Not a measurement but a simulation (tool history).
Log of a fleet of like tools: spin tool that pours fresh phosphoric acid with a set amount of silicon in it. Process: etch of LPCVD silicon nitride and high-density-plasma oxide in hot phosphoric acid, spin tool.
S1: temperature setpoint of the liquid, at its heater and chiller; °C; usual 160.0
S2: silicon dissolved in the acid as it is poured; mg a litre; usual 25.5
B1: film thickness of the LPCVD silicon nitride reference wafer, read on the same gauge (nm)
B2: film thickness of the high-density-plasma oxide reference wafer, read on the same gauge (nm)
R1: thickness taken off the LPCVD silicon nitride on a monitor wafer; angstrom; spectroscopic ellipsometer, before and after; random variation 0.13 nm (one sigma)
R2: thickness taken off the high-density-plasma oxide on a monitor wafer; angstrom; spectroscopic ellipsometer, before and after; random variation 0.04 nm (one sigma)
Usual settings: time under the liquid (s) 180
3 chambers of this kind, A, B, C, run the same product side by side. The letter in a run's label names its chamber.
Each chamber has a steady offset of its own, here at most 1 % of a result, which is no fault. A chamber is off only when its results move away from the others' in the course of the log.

Run 1B, hour 7.3: usual settings; B1 59.995; B2 120.02. Result: R1 155.67 angstrom, R2 6.5905 angstrom.
Run 2A, hour 14.7: usual settings; B1 60.023; B2 120.00. Result: R1 155.42 angstrom, R2 7.0727 angstrom.
Run 3C, hour 28.2: usual settings; B1 60.049; B2 120.00. Result: R1 153.30 angstrom, R2 6.3234 angstrom.
Run 4B, hour 38.8: usual settings; B1 60.003; B2 119.96. Result: R1 154.55 angstrom, R2 6.2916 angstrom.
Run 5C, hour 47.8: usual settings but S1 162.5 °C, S2 19.0 mg a litre; B1 59.984; B2 119.99. Result: R1 168.32 angstrom, R2 9.8955 angstrom.
Run 6A, hour 59.5: usual settings but S1 162.5 °C, S2 19.0 mg a litre; B1 60.027; B2 120.03. Result: R1 168.27 angstrom, R2 8.5111 angstrom.
Run 7A, hour 71.8: usual settings but S1 162.5 °C, S2 19.0 mg a litre; B1 60.002; B2 119.96. Result: R1 167.46 angstrom, R2 10.2890 angstrom.
Run 8C, hour 79.8: usual settings; B1 60.013; B2 120.01. Result: R1 151.53 angstrom, R2 6.3216 angstrom.
Run 9B, hour 88.7: usual settings; B1 59.996; B2 120.02. Result: R1 152.04 angstrom, R2 6.4169 angstrom.
Run 10C, hour 98.1: usual settings; B1 60.025; B2 119.97. Result: R1 152.95 angstrom, R2 6.4876 angstrom.
Run 11B, hour 106.5: usual settings; B1 60.006; B2 119.99. Result: R1 151.06 angstrom, R2 6.0648 angstrom.
Run 12A, hour 115.1: usual settings; B1 60.025; B2 119.99. Result: R1 155.14 angstrom, R2 6.8113 angstrom.
Run 13C, hour 129.5: usual settings but S1 159.0 °C; B1 60.005; B2 119.98. Result: R1 148.33 angstrom, R2 6.3797 angstrom.
At hour 129.7: chamber A: thermometer replaced.
Run 14B, hour 137.4: usual settings but S1 159.0 °C; B1 60.014; B2 120.00. Result: R1 143.35 angstrom, R2 5.5385 angstrom.
Run 15A, hour 148.6: usual settings but S1 159.0 °C; B1 60.022; B2 119.97. Result: R1 147.98 angstrom, R2 5.9106 angstrom.
Run 16B, hour 157.7: usual settings; B1 60.034; B2 120.01. Result: R1 148.10 angstrom, R2 6.2270 angstrom.
Run 17C, hour 166.6: usual settings; B1 60.039; B2 120.01. Result: R1 151.11 angstrom, R2 5.9747 angstrom.
Run 18A, hour 179.5: usual settings; B1 59.992; B2 120.02. Result: R1 154.93 angstrom, R2 6.9832 angstrom.
Run 19C, hour 189.5: usual settings; B1 59.993; B2 120.01. Result: R1 150.73 angstrom, R2 6.0503 angstrom.
Run 20A, hour 196.5: usual settings; B1 59.985; B2 119.97. Result: R1 155.58 angstrom, R2 6.3771 angstrom.
Run 21B, hour 207.8: usual settings; B1 59.973; B2 120.03. Result: R1 146.06 angstrom, R2 5.1309 angstrom.
Run 22B, hour 221.5: usual settings; B1 59.993; B2 120.01. Result: R1 144.11 angstrom, R2 4.9773 angstrom.
Run 23C, hour 233.3: usual settings; B1 60.016; B2 120.01. Result: R1 152.78 angstrom, R2 6.1856 angstrom.

All 3 chambers run these settings next. Forecast each chamber's results:
Run 24A, hour 243.7: usual settings but S1 162.5 °C. Result: R1 ?, R2 ?.
Run 24B, hour 243.7: usual settings but S1 162.5 °C. Result: R1 ?, R2 ?.
Run 24C, hour 243.7: usual settings but S1 162.5 °C. Result: R1 ?, R2 ?.

run      R1      R2
24A  168.55  7.7351
24B  154.31  6.3534
24C  169.11  7.3093

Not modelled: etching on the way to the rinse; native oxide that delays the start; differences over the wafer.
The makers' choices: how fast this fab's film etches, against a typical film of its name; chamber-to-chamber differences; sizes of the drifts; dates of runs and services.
